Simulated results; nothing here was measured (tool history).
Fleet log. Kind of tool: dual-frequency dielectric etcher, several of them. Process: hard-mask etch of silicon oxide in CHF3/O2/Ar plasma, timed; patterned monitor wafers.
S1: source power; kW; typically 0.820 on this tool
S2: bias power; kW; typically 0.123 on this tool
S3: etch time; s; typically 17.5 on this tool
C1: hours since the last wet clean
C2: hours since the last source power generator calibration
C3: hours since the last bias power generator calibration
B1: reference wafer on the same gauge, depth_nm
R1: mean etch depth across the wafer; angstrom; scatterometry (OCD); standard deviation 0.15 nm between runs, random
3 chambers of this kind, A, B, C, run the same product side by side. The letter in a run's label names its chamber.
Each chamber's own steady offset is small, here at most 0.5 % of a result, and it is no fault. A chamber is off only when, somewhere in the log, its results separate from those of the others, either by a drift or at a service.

| run | day | S1 | S2 | S3 | C1 | C2 | C3 | B1 | R1 |
|---|---|---|---|---|---|---|---|---|---|
| 1C | 0.525 | 0.820 | 0.123 | 17.5 | 199.6 | 3434.6 | 1169.3 | 35.441 | 346.39 |
| 2A | 1.075 | 0.820 | 0.123 | 17.5 | 132.5 | 3673.8 | 60.7 | 35.379 | 344.62 |
| 3B | 1.400 | 0.820 | 0.123 | 17.5 | 358.0 | 1495.2 | 218.6 | 35.379 | 343.80 |
| 4A | 1.954 | 0.820 | 0.123 | 17.5 | 153.6 | 3694.9 | 81.8 | 35.371 | 345.80 |
| 5B | 2.321 | 0.820 | 0.123 | 17.5 | 380.1 | 1517.3 | 240.7 | 35.356 | 345.52 |
| 6C | 2.850 | 0.820 | 0.123 | 17.5 | 255.4 | 3490.4 | 1225.1 | 35.432 | 343.89 |
| 7A | 3.296 | 0.820 | 0.123 | 17.5 | 185.8 | 3727.1 | 114.0 | 35.388 | 349.28 |
| 8C | 3.858 | 0.820 | 0.123 | 17.5 | 279.6 | 3514.6 | 1249.3 | 35.392 | 346.73 |
| 9B | 4.171 | 0.820 | 0.123 | 17.5 | 424.5 | 1561.7 | 285.1 | 35.401 | 341.74 |
| 10B | 4.504 | 0.820 | 0.123 | 17.5 | 432.5 | 1569.7 | 293.1 | 35.366 | 344.22 |
| 11C | 4.871 | 0.820 | 0.123 | 17.5 | 303.9 | 3538.9 | 1273.6 | 35.388 | 347.08 |
| 12A | 5.242 | 0.820 | 0.123 | 17.5 | 232.5 | 3773.8 | 160.7 | 35.360 | 348.64 |
| 13C | 5.558 | 0.820 | 0.123 | 17.5 | 320.4 | 3555.4 | 1290.1 | 35.396 | 346.08 |
|  | 5.688 | chamber B: wet clean of the chamber |
| 14B | 5.971 | 0.820 | 0.123 | 17.5 | 6.9 | 1604.9 | 328.3 | 35.395 | 343.08 |
| 15A | 6.350 | 0.820 | 0.123 | 17.5 | 259.1 | 3800.4 | 187.3 | 35.429 | 353.28 |
| 16C | 6.683 | 0.820 | 0.123 | 17.5 | 347.4 | 3582.4 | 1317.1 | 35.437 | 345.89 |
| 17A | 7.212 | 0.820 | 0.123 | 17.5 | 279.8 | 3821.1 | 208.0 | 35.402 | 354.83 |
| 18B | 7.500 | 0.820 | 0.123 | 17.5 | 43.6 | 1641.6 | 365.0 | 35.405 | 346.27 |
|  | 7.779 | chamber C: source power generator calibrated |
| 19A | 8.033 | 0.820 | 0.123 | 17.5 | 299.5 | 3840.8 | 227.7 | 35.381 | 356.65 |
| 20B | 8.392 | 0.820 | 0.123 | 17.5 | 65.0 | 1663.0 | 386.4 | 35.421 | 343.40 |
| 21C | 8.638 | 0.820 | 0.123 | 17.5 | 394.3 | 20.6 | 1364.0 | 35.366 | 343.61 |
| 22B | 9.121 | 0.820 | 0.123 | 17.5 | 82.5 | 1680.5 | 403.9 | 35.393 | 344.01 |
| 23A | 9.650 | 0.820 | 0.123 | 17.5 | 338.3 | 3879.6 | 266.5 | 35.395 | 358.67 |
| 24C | 9.996 | 0.820 | 0.094 | 17.5 | 426.9 | 53.2 | 1396.6 | 35.411 | 319.54 |
| 25C | 10.267 | 0.820 | 0.094 | 17.5 | 433.4 | 59.7 | 1403.1 | 35.362 | 320.06 |
| 26B | 10.567 | 0.820 | 0.094 | 17.5 | 117.2 | 1715.2 | 438.6 | 35.452 | 318.96 |
| 27A | 10.929 | 0.820 | 0.123 | 17.5 | 369.0 | 3910.3 | 297.2 | 35.391 | 361.77 |
| 28A | 11.446 | 0.820 | 0.123 | 17.5 | 381.4 | 3922.7 | 309.6 | 35.409 | 362.46 |

The same settings go to every chamber for the next run, one line per chamber below. Forecast the results for each:
| 29A | 11.850 | 0.820 | 0.123 | 14.0 |  |  |  |  | ? |
| 29B | 11.850 | 0.820 | 0.123 | 14.0 |  |  |  |  | ? |
| 29C | 11.850 | 0.820 | 0.123 | 14.0 |  |  |  |  | ? |

| run | R1 |
|---|---|
| 29A | 290.86 |
| 29B | 278.15 |
| 29C | 275.53 |

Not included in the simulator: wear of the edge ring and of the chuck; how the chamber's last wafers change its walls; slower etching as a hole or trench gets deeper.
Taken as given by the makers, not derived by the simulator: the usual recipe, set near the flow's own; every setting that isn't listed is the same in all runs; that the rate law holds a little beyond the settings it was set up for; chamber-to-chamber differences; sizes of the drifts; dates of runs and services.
